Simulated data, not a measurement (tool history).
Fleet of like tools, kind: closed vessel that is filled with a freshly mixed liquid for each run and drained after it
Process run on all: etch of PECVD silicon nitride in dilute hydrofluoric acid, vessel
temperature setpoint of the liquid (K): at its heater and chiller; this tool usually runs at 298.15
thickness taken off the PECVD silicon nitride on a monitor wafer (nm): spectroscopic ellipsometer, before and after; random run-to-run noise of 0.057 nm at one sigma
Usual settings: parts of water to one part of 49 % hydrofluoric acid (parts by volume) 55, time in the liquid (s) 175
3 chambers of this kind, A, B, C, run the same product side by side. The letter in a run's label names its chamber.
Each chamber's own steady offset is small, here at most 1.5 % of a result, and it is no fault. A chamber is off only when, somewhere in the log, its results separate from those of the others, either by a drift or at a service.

run,hour,temperature setpoint of the liquid (K),parts of water to one part of 49 % hydrofluoric acid (parts by volume),time in the liquid (s),"read-back film thickness of the PECVD silicon nitride reference wafer, read on the same gauge (nm)",thickness taken off the PECVD silicon nitride on a monitor wafer (nm)
1C,2.9,298.15,55,175,69.961,9.8911
2A,6.5,298.15,55,175,70.009,9.9682
3B,9.3,298.15,55,175,70.019,9.8735
4A,13.2,298.15,55,175,69.986,9.9564
5B,18.5,298.15,55,175,70.072,9.7788
6C,22.3,298.15,55,175,70.001,9.8406
7A,27.6,298.15,55,175,70.047,9.907
8B,31.1,298.15,35,255,70.008,22.469
9C,36.2,298.15,35,255,70.074,22.332
10C,39.5,298.15,35,255,70.004,22.277
11B,42.3,298.15,55,175,70.035,9.8901
12A,45.3,298.15,55,175,69.999,9.8604
13B,50.7,298.15,55,175,70.021,9.8769
14C,55.4,298.15,55,175,70.023,9.8903
15A,60.3,298.15,55,175,69.971,9.8655
16B,63.6,298.15,85,175,70.014,6.3158
17C,66.7,298.15,85,175,70,6.5467
18A,71,298.15,85,175,70.054,6.5067
19A,74.7,298.15,55,175,70.01,9.9413
20C,79.8,298.15,55,175,69.981,10.032
21B,84.7,298.15,55,175,70.064,9.9632
22C,88.6,298.15,55,175,70.003,10.142
23A,92.5,298.15,55,175,69.986,9.88
24B,95.8,298.15,55,175,69.943,9.7796
25A,98.5,298.15,55,175,70.057,9.9285
26B,101.5,298.15,55,175,70.02,9.8559
27C,105.5,298.15,55,175,70.012,10.285
28C,110.4,298.15,55,175,70.003,10.451
29A,115.4,298.15,55,175,69.986,9.9197
30B,120.8,298.15,55,175,69.934,9.8472
31A,124.4,293.65,55,175,69.978,7.3348
32B,129.1,293.65,55,175,70.029,7.3087
33C,134,293.65,55,175,69.973,7.7587
34C,139.2,298.15,55,175,70.027,10.693
35A,143.5,298.15,55,175,70.011,9.9868
36B,146.7,298.15,55,175,69.992,9.8402
37C,150.7,298.15,55,175,70.022,10.659
38B,153.3,298.15,55,175,70.007,9.9478

Read the log: is a single chamber off, either drifting away or since a service, is the gauge that measures every chamber drifting, or is nothing wrong beyond small per-chamber offsets? Name any odd chamber and what most likely caused it.

Little by little, chamber C moves away from the other chambers.
Cause: hydrofluoric acid flow above the setpoint (%) = 8.77.
The log may not separate it from: liquid hotter than its thermometer reads (K).

Below are 4 candidate recipes for chamber C's next run, each the usual settings with a change, their results shown as question marks. Which of them brings C's results back in line with what the other chambers give on the usual settings?
Allowed miss from the other chambers' usual-settings mean, per result, to count as in line: thickness taken off the PECVD silicon nitride on a monitor wafer (nm) 0.2
39C-1,157.2,298.65,55,185,,?
39C-2,157.2,298.15,50,190,,?
39C-3,157.2,298.15,55,160,,?
39C-4,157.2,297.65,60,165,,?

Mean of the other chambers on the usual settings: thickness taken off the PECVD silicon nitride on a monitor wafer (nm) 9.8883
run,thickness taken off the PECVD silicon nitride on a monitor wafer (nm)
39C-1,11.734
39C-2,12.772
39C-3,9.8086
39C-4,8.9831
Change 39C-3 lands the chamber within the allowed miss of the other chambers.
